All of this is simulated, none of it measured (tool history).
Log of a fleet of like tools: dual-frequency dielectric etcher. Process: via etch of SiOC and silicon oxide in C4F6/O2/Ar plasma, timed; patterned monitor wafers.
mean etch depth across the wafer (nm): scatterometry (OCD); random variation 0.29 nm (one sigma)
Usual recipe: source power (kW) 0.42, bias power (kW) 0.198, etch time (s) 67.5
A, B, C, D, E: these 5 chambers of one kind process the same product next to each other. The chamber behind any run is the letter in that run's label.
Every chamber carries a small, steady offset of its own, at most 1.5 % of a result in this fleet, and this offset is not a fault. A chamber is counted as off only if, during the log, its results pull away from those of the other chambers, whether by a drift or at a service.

run,hour,source power (kW),bias power (kW),etch time (s),hours since the last wet clean,hours since the last source power generator calibration,hours since the last bias power generator calibration,"read-back reference wafer on the same gauge, depth_nm",mean etch depth across the wafer (nm)
1B,4.4,0.42,0.198,67.5,65.8,210.9,960.4,74.412,79.968
2D,7.5,0.42,0.198,67.5,423.9,1619,2571.5,74.427,79.315
3C,10.2,0.42,0.198,67.5,441.2,1925.9,3201.8,74.37,80.098
4E,12.5,0.42,0.198,67.5,369,2940,1434.6,74.351,80.433
5A,15.1,0.51,0.198,61.5,184.9,303.3,3013.2,74.413,78.568
6B,18.9,0.51,0.198,61.5,80.3,225.4,974.9,74.355,78.512
7C,23.6,0.51,0.198,61.5,454.6,1939.3,3215.2,74.391,78.7
8D,27.8,0.51,0.198,61.5,444.2,1639.3,2591.8,74.373,77.067
9A,31.4,0.51,0.198,61.5,201.2,319.6,3029.5,74.377,78.604
10E,34.7,0.42,0.198,67.5,391.2,2962.2,1456.8,74.515,80.92
11D,39.4,0.38,0.238,67.5,455.8,1650.9,2603.4,74.384,81.232
12C,42.3,0.38,0.238,67.5,473.3,1958,3233.9,74.416,81.272
13B,45.3,0.38,0.238,67.5,106.7,251.8,1001.3,74.406,81.249
14E,49.2,0.38,0.238,67.5,405.7,2976.7,1471.3,74.437,82.011
15A,51.8,0.38,0.238,67.5,221.6,340,3049.9,74.406,81.369
16E,55.4,0.42,0.179,80.5,411.9,2982.9,1477.5,74.356,92.962
17A,59.3,0.42,0.179,80.5,229.1,347.5,3057.4,74.368,92.156
18D,61.6,0.42,0.179,80.5,478,1673.1,2625.6,74.413,91.188
# hour 62.8: chamber D: wet clean of the chamber
19B,65.5,0.42,0.179,80.5,126.9,272,1021.5,74.42,92.725
20C,67.6,0.42,0.179,80.5,498.6,1983.3,3259.2,74.432,92.06
21C,70.8,0.35,0.198,83.5,501.8,1986.5,3262.4,74.416,92.145
22A,74.1,0.35,0.198,83.5,243.9,362.3,3072.2,74.388,92.316
23B,76.8,0.35,0.198,83.5,138.2,283.3,1032.8,74.439,92.333
24D,80.4,0.35,0.198,83.5,17.7,1691.9,2644.4,74.475,88.654
25E,84.8,0.35,0.198,83.5,441.3,3012.3,1506.9,74.386,92.479
26C,88.6,0.42,0.198,67.5,519.6,2004.3,3280.2,74.473,79.62
27E,91.2,0.42,0.198,67.5,447.7,3018.7,1513.3,74.393,80.329
# hour 91.5: chamber A: bias power generator calibrated
28A,93.9,0.42,0.198,67.5,263.7,382.1,2.4,74.367,80.043
29B,97.8,0.42,0.198,67.5,159.2,304.3,1053.8,74.448,80.108
30D,102.2,0.42,0.198,67.5,39.5,1713.7,2666.2,74.346,76.528
31D,104.4,0.42,0.198,67.5,41.7,1715.9,2668.4,74.347,77.126
32E,108.3,0.42,0.198,67.5,464.8,3035.8,1530.4,74.433,79.989
33A,112,0.42,0.198,75.5,281.8,400.2,20.5,74.399,89.518
34C,116.1,0.42,0.198,75.5,547.1,2031.8,3307.7,74.406,88.897
35B,120.1,0.42,0.198,75.5,181.5,326.6,1076.1,74.42,89.687
36E,124.7,0.42,0.198,75.5,481.2,3052.2,1546.8,74.345,90.196
37D,127.9,0.42,0.198,75.5,65.2,1739.4,2691.9,74.306,85.887
38B,132.4,0.42,0.216,81,193.8,338.9,1088.4,74.436,98.535

The same settings go to every chamber for the next run, one line per chamber below. Forecast the results for each:
39A,135.9,0.42,0.198,54,,,,,?
39B,135.9,0.42,0.198,54,,,,,?
39C,135.9,0.42,0.198,54,,,,,?
39D,135.9,0.42,0.198,54,,,,,?
39E,135.9,0.42,0.198,54,,,,,?

run,mean etch depth across the wafer (nm)
39A,64.32
39B,64.381
39C,63.952
39D,61.475
39E,64.061

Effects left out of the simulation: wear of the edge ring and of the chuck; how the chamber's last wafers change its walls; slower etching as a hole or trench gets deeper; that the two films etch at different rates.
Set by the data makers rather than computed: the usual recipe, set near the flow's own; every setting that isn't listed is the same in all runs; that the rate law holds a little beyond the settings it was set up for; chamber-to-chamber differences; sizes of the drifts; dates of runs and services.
